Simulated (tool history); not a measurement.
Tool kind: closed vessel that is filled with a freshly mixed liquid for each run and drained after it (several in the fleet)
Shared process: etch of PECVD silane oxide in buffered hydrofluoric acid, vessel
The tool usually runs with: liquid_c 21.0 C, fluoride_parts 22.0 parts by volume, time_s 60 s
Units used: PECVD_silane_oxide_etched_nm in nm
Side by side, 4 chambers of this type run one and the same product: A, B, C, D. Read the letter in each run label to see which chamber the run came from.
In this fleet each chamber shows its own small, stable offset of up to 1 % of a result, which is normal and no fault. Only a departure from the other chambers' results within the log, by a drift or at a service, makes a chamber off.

run	hour	liquid_c	fluoride_parts	time_s	hours since the thermometer was replaced	hours since the hydrofluoric acid flow meter was replaced	read-back film thickness of the PECVD silane oxide reference wafer, read on the same gauge (nm)	PECVD_silane_oxide_etched_nm
1C	5.0	21.0	22.0	60	1203.4	1332.0	29.997	84.146
2D	9.3	21.0	22.0	60	718.3	64.4	30.016	85.110
3B	13.6	21.0	22.0	60	151.9	522.1	29.983	83.700
4A	16.8	21.0	22.0	60	1457.8	217.0	30.015	83.689
5D	20.8	21.0	22.0	60	729.8	75.9	30.013	84.006
6C	24.0	21.0	22.0	60	1222.4	1351.0	30.033	85.613
7B	27.5	17.0	13.5	60	165.8	536.0	29.976	104.070
8A	33.6	17.0	13.5	60	1474.6	233.8	29.930	103.090
9B	38.8	17.0	13.5	60	177.1	547.3	30.048	105.070
10D	43.5	17.0	13.5	60	752.5	98.6	30.042	104.680
11A	47.5	21.0	22.0	60	1488.5	247.7	30.007	85.078
12C	50.6	24.5	22.0	40	1249.0	1377.6	30.009	68.347
13A	57.0	24.5	22.0	40	1498.0	257.2	29.990	67.792
14D	61.8	24.5	22.0	40	770.8	116.9	29.987	67.916
15C	65.2	24.5	22.0	40	1263.6	1392.2	29.951	69.508
16B	70.8	18.0	22.0	60	209.1	579.3	30.003	70.434
17C	76.6	18.0	22.0	60	1275.0	1403.6	29.997	72.083
18A	81.4	18.0	22.0	60	1522.4	281.6	30.039	71.771
19D	86.0	18.0	22.0	60	795.0	141.1	30.023	70.354
20B	89.5	21.0	22.0	60	227.8	598.0	30.006	82.168
21B	95.0	21.0	22.0	60	233.3	603.5	30.034	83.006
22A	98.4	21.0	22.0	60	1539.4	298.6	30.019	83.024
23D	104.4	21.0	22.0	60	813.4	159.5	29.982	83.694
24C	110.1	21.0	14.0	60	1308.5	1437.1	29.948	121.440
25B	115.9	21.0	14.0	60	254.2	624.4	29.994	127.070
26D	121.8	21.0	14.0	60	830.8	176.9	30.030	126.490
27A	125.8	21.0	14.0	60	1566.8	326.0	29.998	127.480
28C	129.2	21.0	22.0	60	1327.6	1456.2	29.991	80.105
29A	133.3	21.0	22.0	60	1574.3	333.5	29.994	83.823
30C	139.5	21.0	22.0	60	1337.9	1466.5	30.016	78.888
31D	144.4	21.0	22.0	60	853.4	199.5	30.035	84.890
32B	149.2	21.0	22.0	60	287.5	657.7	29.984	81.327
33B	154.3	21.0	22.0	60	292.6	662.8	30.011	82.771
# hour 155.8: chamber A: thermometer replaced
34D	160.4	21.0	22.0	60	869.4	215.5	29.945	84.034
35C	166.0	21.0	22.0	60	1364.4	1493.0	29.989	76.704
36A	169.6	21.0	22.0	60	13.9	369.8	29.993	83.584
37B	174.5	21.0	22.0	60	312.8	683.0	30.051	83.325
38A	177.4	21.0	22.0	60	21.7	377.6	29.982	82.759
39D	183.0	17.5	22.0	60	892.0	238.1	29.968	68.099
40C	186.1	17.5	22.0	60	1384.5	1513.1	29.990	62.035
41B	191.9	17.5	22.0	60	330.2	700.4	29.984	67.669

Which is it: a chamber that has drifted or been left off by a service, a gauge drift common to all chambers, or only each chamber's usual small offset? If a chamber is off, name it and its likeliest cause.

One chamber, C, drifts off from the rest bit by bit.
What lies behind it: liquid colder than its thermometer reads (K) = 2.23.

Below are 4 candidate recipes for chamber C's next run, each the usual settings with a change, their results shown as question marks. Which of them brings C's results back in line with what the other chambers give on the usual settings?
In-line tolerance around the mean of the other chambers on the usual settings: PECVD_silane_oxide_etched_nm 2.700 nm
42C-1	196.5	20.5	22.0	55				?
42C-2	196.5	23.0	22.0	60				?
42C-3	196.5	22.0	22.0	60				?
42C-4	196.5	20.5	23.0	60				?

Usual-settings mean across the other chambers: PECVD_silane_oxide_etched_nm 83.538 nm
run	PECVD_silane_oxide_etched_nm
42C-1	66.612
42C-2	83.666
42C-3	79.101
42C-4	70.500
42C-2 puts the chamber back in line with the other chambers.
